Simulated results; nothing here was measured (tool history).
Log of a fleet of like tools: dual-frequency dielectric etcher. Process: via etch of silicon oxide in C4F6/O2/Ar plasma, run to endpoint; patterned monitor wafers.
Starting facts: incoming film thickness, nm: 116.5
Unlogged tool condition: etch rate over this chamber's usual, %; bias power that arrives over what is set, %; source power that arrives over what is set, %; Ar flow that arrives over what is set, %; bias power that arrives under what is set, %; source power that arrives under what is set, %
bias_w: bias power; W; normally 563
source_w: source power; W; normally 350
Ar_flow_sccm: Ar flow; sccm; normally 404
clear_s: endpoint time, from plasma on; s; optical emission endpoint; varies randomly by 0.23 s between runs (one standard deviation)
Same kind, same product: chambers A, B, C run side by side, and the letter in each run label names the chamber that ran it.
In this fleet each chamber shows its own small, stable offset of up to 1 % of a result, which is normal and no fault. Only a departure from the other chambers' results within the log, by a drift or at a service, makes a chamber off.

run	hour	bias_w	source_w	Ar_flow_sccm	hours since the last wet clean	hours since the last bias power generator calibration	hours since the last source power generator calibration	hours since the last Ar flow controller change	clear_s
1B	4.9	563	350	404	398.5	5254.6	1314.4	5058.9	26.703
2A	11.3	563	350	404	262.7	709.9	645.9	3620.9	26.244
3C	18.3	563	350	404	405.6	1946.4	2259.4	3316.3	26.790
4C	25.7	563	350	404	413.0	1953.8	2266.8	3323.7	26.397
5A	29.8	657	350	404	281.2	728.4	664.4	3639.4	24.771
6B	35.7	657	350	404	429.3	5285.4	1345.2	5089.7	24.900
7B	42.5	657	350	404	436.1	5292.2	1352.0	5096.5	24.870
8C	48.9	563	350	404	436.2	1977.0	2290.0	3346.9	26.548
9A	54.6	563	350	404	306.0	753.2	689.2	3664.2	26.860
10B	60.6	563	350	404	454.2	5310.3	1370.1	5114.6	26.596
11C	68.4	563	350	404	455.7	1996.5	2309.5	3366.4	26.659
12A	75.5	563	350	404	326.9	774.1	710.1	3685.1	26.490
13B	82.9	563	350	404	476.5	5332.6	1392.4	5136.9	26.625
14C	87.3	563	350	404	474.6	2015.4	2328.4	3385.3	26.277
15A	91.0	563	350	404	342.4	789.6	725.6	3700.6	26.254
16A	97.9	563	350	404	349.3	796.5	732.5	3707.5	26.510
17C	101.5	563	350	404	488.8	2029.6	2342.6	3399.5	26.356
18B	109.0	563	350	404	502.6	5358.7	1418.5	5163.0	26.672
19B	113.3	698	350	314	506.9	5363.0	1422.8	5167.3	23.767
20C	119.3	698	350	314	506.6	2047.4	2360.4	3417.3	23.618
21A	127.1	698	350	314	378.5	825.7	761.7	3736.7	23.692
22B	132.9	563	350	404	526.5	5382.6	1442.4	5186.9	26.218
# hour 133.2: chamber B: Ar flow controller replaced
23A	139.8	563	350	404	391.2	838.4	774.4	3749.4	26.155
24C	146.2	563	350	404	533.5	2074.3	2387.3	3444.2	26.922
25C	151.6	563	350	404	538.9	2079.7	2392.7	3449.6	26.525
# hour 155.2: chamber B: wet clean of the chamber
26A	157.9	563	350	404	409.3	856.5	792.5	3767.5	26.229
27B	163.0	563	350	404	7.9	5412.7	1472.5	29.9	26.419

Next, every chamber runs the same settings. What will each give?
28A	168.6	632	350	404					?
28B	168.6	632	350	404					?
28C	168.6	632	350	404					?

run	clear_s
28A	25.121
28B	25.201
28C	25.146

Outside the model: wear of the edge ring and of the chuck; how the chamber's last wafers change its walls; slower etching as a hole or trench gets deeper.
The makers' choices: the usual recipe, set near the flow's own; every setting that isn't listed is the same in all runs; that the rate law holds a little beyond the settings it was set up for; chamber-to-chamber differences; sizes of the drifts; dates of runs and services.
